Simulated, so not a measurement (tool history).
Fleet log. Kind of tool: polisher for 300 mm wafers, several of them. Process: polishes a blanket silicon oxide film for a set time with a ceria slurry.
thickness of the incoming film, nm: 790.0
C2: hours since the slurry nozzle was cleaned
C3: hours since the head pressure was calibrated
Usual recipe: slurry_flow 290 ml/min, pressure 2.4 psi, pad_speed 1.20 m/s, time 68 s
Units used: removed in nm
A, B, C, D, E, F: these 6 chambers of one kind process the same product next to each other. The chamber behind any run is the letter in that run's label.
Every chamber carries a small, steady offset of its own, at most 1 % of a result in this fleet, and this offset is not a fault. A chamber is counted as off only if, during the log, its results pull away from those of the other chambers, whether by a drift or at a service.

{"run": "1F", "day": 0.338, "slurry_flow": 290, "pressure": 2.4, "pad_speed": 1.2, "time": 68, "wafers polished on this pad": 502, "C2": 259.0, "C3": 455.8, "removed": 279.45}
{"run": "2E", "day": 0.492, "slurry_flow": 290, "pressure": 2.4, "pad_speed": 1.2, "time": 68, "wafers polished on this pad": 356, "C2": 579.0, "C3": 559.7, "removed": 284.57}
{"run": "3D", "day": 0.796, "slurry_flow": 290, "pressure": 2.4, "pad_speed": 1.2, "time": 68, "wafers polished on this pad": 836, "C2": 349.6, "C3": 670.2, "removed": 280.51}
{"day": 0.888, "done": "chamber A: slurry nozzle cleaned"}
{"run": "4A", "day": 0.975, "slurry_flow": 290, "pressure": 2.4, "pad_speed": 1.2, "time": 68, "wafers polished on this pad": 209, "C2": 2.1, "C3": 311.9, "removed": 281.1}
{"run": "5B", "day": 1.217, "slurry_flow": 290, "pressure": 2.4, "pad_speed": 1.2, "time": 68, "wafers polished on this pad": 575, "C2": 204.5, "C3": 1122.1, "removed": 275.58}
{"run": "6C", "day": 1.508, "slurry_flow": 290, "pressure": 2.4, "pad_speed": 1.2, "time": 68, "wafers polished on this pad": 610, "C2": 118.4, "C3": 47.1, "removed": 282.96}
{"run": "7A", "day": 1.658, "slurry_flow": 290, "pressure": 2.4, "pad_speed": 1.06, "time": 55, "wafers polished on this pad": 315, "C2": 18.5, "C3": 328.3, "removed": 197.46}
{"day": 1.675, "done": "chamber F: worn pad replaced by a new one"}
{"run": "8E", "day": 1.9, "slurry_flow": 290, "pressure": 2.4, "pad_speed": 1.06, "time": 55, "wafers polished on this pad": 575, "C2": 612.8, "C3": 593.5, "removed": 201.24}
{"run": "9D", "day": 2.129, "slurry_flow": 290, "pressure": 2.4, "pad_speed": 1.06, "time": 55, "wafers polished on this pad": 1043, "C2": 381.6, "C3": 702.2, "removed": 199.42}
{"run": "10C", "day": 2.354, "slurry_flow": 290, "pressure": 2.4, "pad_speed": 1.06, "time": 55, "wafers polished on this pad": 741, "C2": 138.7, "C3": 67.4, "removed": 202.0}
{"day": 2.533, "done": "chamber D: worn pad replaced by a new one"}
{"run": "11F", "day": 2.646, "slurry_flow": 290, "pressure": 2.4, "pad_speed": 1.06, "time": 55, "wafers polished on this pad": 150, "C2": 314.4, "C3": 511.2, "removed": 197.87}
{"day": 2.671, "done": "chamber E: worn pad replaced by a new one"}
{"run": "12B", "day": 2.804, "slurry_flow": 290, "pressure": 2.4, "pad_speed": 1.06, "time": 55, "wafers polished on this pad": 821, "C2": 242.6, "C3": 1160.2, "removed": 199.96}
{"day": 3.033, "done": "chamber A: worn pad replaced by a new one"}
{"run": "13D", "day": 3.062, "slurry_flow": 290, "pressure": 2.4, "pad_speed": 1.44, "time": 68, "wafers polished on this pad": 82, "C2": 404.0, "C3": 724.6, "removed": 337.33}
{"day": 3.333, "done": "chamber B: worn pad replaced by a new one"}
{"run": "14A", "day": 3.362, "slurry_flow": 290, "pressure": 2.4, "pad_speed": 1.44, "time": 68, "wafers polished on this pad": 51, "C2": 59.4, "C3": 369.2, "removed": 343.87}
{"run": "15F", "day": 3.671, "slurry_flow": 290, "pressure": 2.4, "pad_speed": 1.44, "time": 68, "wafers polished on this pad": 309, "C2": 339.0, "C3": 535.8, "removed": 333.56}
{"run": "16E", "day": 3.875, "slurry_flow": 290, "pressure": 2.4, "pad_speed": 1.44, "time": 68, "wafers polished on this pad": 187, "C2": 660.2, "C3": 640.9, "removed": 338.35}
{"day": 3.908, "done": "chamber B: head pressure recalibrated"}
{"run": "17C", "day": 4.167, "slurry_flow": 290, "pressure": 2.4, "pad_speed": 1.44, "time": 68, "wafers polished on this pad": 1022, "C2": 182.2, "C3": 110.9, "removed": 331.79}
{"run": "18B", "day": 4.438, "slurry_flow": 290, "pressure": 2.4, "pad_speed": 1.44, "time": 68, "wafers polished on this pad": 171, "C2": 281.8, "C3": 12.8, "removed": 337.94}
{"run": "19C", "day": 4.625, "slurry_flow": 290, "pressure": 2.4, "pad_speed": 1.2, "time": 68, "wafers polished on this pad": 1093, "C2": 193.2, "C3": 121.9, "removed": 278.39}
{"day": 4.879, "done": "chamber C: slurry nozzle cleaned"}
{"run": "20F", "day": 4.883, "slurry_flow": 290, "pressure": 2.4, "pad_speed": 1.2, "time": 68, "wafers polished on this pad": 497, "C2": 368.1, "C3": 564.9, "removed": 275.34}
{"run": "21E", "day": 5.062, "slurry_flow": 290, "pressure": 2.4, "pad_speed": 1.2, "time": 68, "wafers polished on this pad": 371, "C2": 688.7, "C3": 669.4, "removed": 285.46}
{"run": "22A", "day": 5.275, "slurry_flow": 290, "pressure": 2.4, "pad_speed": 1.2, "time": 53, "wafers polished on this pad": 347, "C2": 105.3, "C3": 415.1, "removed": 220.32}
{"run": "23B", "day": 5.512, "slurry_flow": 290, "pressure": 2.4, "pad_speed": 1.2, "time": 53, "wafers polished on this pad": 337, "C2": 307.6, "C3": 38.6, "removed": 220.92}
{"run": "24D", "day": 5.825, "slurry_flow": 290, "pressure": 2.4, "pad_speed": 1.2, "time": 53, "wafers polished on this pad": 510, "C2": 470.3, "C3": 790.9, "removed": 218.17}
{"day": 6.079, "done": "chamber A: worn pad replaced by a new one"}
{"day": 6.092, "done": "chamber F: worn pad replaced by a new one"}
{"run": "25D", "day": 6.117, "slurry_flow": 290, "pressure": 2.4, "pad_speed": 1.2, "time": 53, "wafers polished on this pad": 555, "C2": 477.3, "C3": 797.9, "removed": 216.7}
{"run": "26A", "day": 6.429, "slurry_flow": 290, "pressure": 2.4, "pad_speed": 1.2, "time": 53, "wafers polished on this pad": 54, "C2": 133.0, "C3": 442.8, "removed": 218.75}
{"day": 6.683, "done": "chamber F: slurry nozzle cleaned"}
{"run": "27E", "day": 6.758, "slurry_flow": 290, "pressure": 2.4, "pad_speed": 1.2, "time": 53, "wafers polished on this pad": 634, "C2": 729.4, "C3": 710.1, "removed": 219.45}
{"run": "28B", "day": 6.933, "slurry_flow": 290, "pressure": 3.2, "pad_speed": 1.06, "time": 68, "wafers polished on this pad": 558, "C2": 341.7, "C3": 72.7, "removed": 334.54}
{"run": "29C", "day": 7.133, "slurry_flow": 290, "pressure": 3.2, "pad_speed": 1.06, "time": 68, "wafers polished on this pad": 1482, "C2": 54.2, "C3": 182.1, "removed": 310.52}
{"run": "30F", "day": 7.433, "slurry_flow": 290, "pressure": 3.2, "pad_speed": 1.06, "time": 68, "wafers polished on this pad": 208, "C2": 18.1, "C3": 626.1, "removed": 330.82}
{"day": 7.6, "done": "chamber E: worn pad replaced by a new one"}
{"run": "31D", "day": 7.608, "slurry_flow": 290, "pressure": 3.2, "pad_speed": 1.06, "time": 68, "wafers polished on this pad": 787, "C2": 513.1, "C3": 833.7, "removed": 335.99}
{"run": "32A", "day": 7.888, "slurry_flow": 290, "pressure": 3.2, "pad_speed": 1.06, "time": 68, "wafers polished on this pad": 280, "C2": 168.0, "C3": 477.8, "removed": 325.47}
{"run": "33C", "day": 8.079, "slurry_flow": 290, "pressure": 3.2, "pad_speed": 1.06, "time": 68, "wafers polished on this pad": 1629, "C2": 76.9, "C3": 204.8, "removed": 306.98}
{"run": "34E", "day": 8.258, "slurry_flow": 290, "pressure": 2.4, "pad_speed": 1.2, "time": 68, "wafers polished on this pad": 102, "C2": 765.4, "C3": 746.1, "removed": 280.25}
{"day": 8.571, "done": "chamber E: slurry nozzle cleaned"}
{"run": "35B", "day": 8.592, "slurry_flow": 290, "pressure": 2.4, "pad_speed": 1.2, "time": 68, "wafers polished on this pad": 815, "C2": 381.5, "C3": 112.5, "removed": 279.43}
{"run": "36F", "day": 8.858, "slurry_flow": 290, "pressure": 2.4, "pad_speed": 1.2, "time": 68, "wafers polished on this pad": 429, "C2": 52.3, "C3": 660.3, "removed": 282.43}
{"run": "37B", "day": 9.204, "slurry_flow": 290, "pressure": 2.4, "pad_speed": 1.2, "time": 68, "wafers polished on this pad": 910, "C2": 396.2, "C3": 127.2, "removed": 280.28}
{"run": "38C", "day": 9.375, "slurry_flow": 290, "pressure": 2.4, "pad_speed": 1.2, "time": 68, "wafers polished on this pad": 1830, "C2": 108.0, "C3": 235.9, "removed": 258.42}
{"day": 9.429, "done": "chamber A: head pressure recalibrated"}
{"day": 9.533, "done": "chamber A: worn pad replaced by a new one"}
{"run": "39D", "day": 9.575, "slurry_flow": 290, "pressure": 2.4, "pad_speed": 1.2, "time": 68, "wafers polished on this pad": 1092, "C2": 560.3, "C3": 880.9, "removed": 278.94}
{"day": 9.621, "done": "chamber F: worn pad replaced by a new one"}
{"run": "40E", "day": 9.862, "slurry_flow": 290, "pressure": 2.4, "pad_speed": 1.2, "time": 68, "wafers polished on this pad": 351, "C2": 31.0, "C3": 784.6, "removed": 283.26}
{"run": "41A", "day": 10.146, "slurry_flow": 290, "pressure": 2.4, "pad_speed": 1.2, "time": 68, "wafers polished on this pad": 95, "C2": 222.2, "C3": 17.3, "removed": 277.41}
{"run": "42F", "day": 10.479, "slurry_flow": 290, "pressure": 2.4, "pad_speed": 1.2, "time": 68, "wafers polished on this pad": 133, "C2": 91.2, "C3": 699.2, "removed": 272.95}

Which is it: a chamber that has drifted or been left off by a service, a gauge drift common to all chambers, or only each chamber's usual small offset? If a chamber is off, name it and its likeliest cause.

Chamber C drifts away from the others.
What lies behind it: removal rate lost through wear of the pad, % = 11.3.
The log may not tell that from: head's pressure below its setpoint, %.

Below are 4 candidate recipes for chamber C's next run, each the usual settings with a change, their results shown as question marks. Which of them brings C's results back in line with what the other chambers give on the usual settings?
A result is in line if it is within this distance of the other chambers' mean on the usual settings: removed 12.00 nm
{"run": "43C-1", "day": 10.729, "slurry_flow": 290, "pressure": 2.4, "pad_speed": 0.96, "time": 68, "removed": "?"}
{"run": "43C-2", "day": 10.729, "slurry_flow": 290, "pressure": 2.6, "pad_speed": 1.3, "time": 73, "removed": "?"}
{"run": "43C-3", "day": 10.729, "slurry_flow": 290, "pressure": 2.5, "pad_speed": 1.24, "time": 71, "removed": "?"}
{"run": "43C-4", "day": 10.729, "slurry_flow": 290, "pressure": 2.4, "pad_speed": 1.06, "time": 68, "removed": "?"}

On the usual settings, the other chambers give on average: removed 280.16 nm
run=43C-1 removed=197.50
run=43C-2 removed=311.53
run=43C-3 removed=277.84
run=43C-4 removed=218.20
43C-3 is the one that brings the chamber's results back in line with the other chambers.

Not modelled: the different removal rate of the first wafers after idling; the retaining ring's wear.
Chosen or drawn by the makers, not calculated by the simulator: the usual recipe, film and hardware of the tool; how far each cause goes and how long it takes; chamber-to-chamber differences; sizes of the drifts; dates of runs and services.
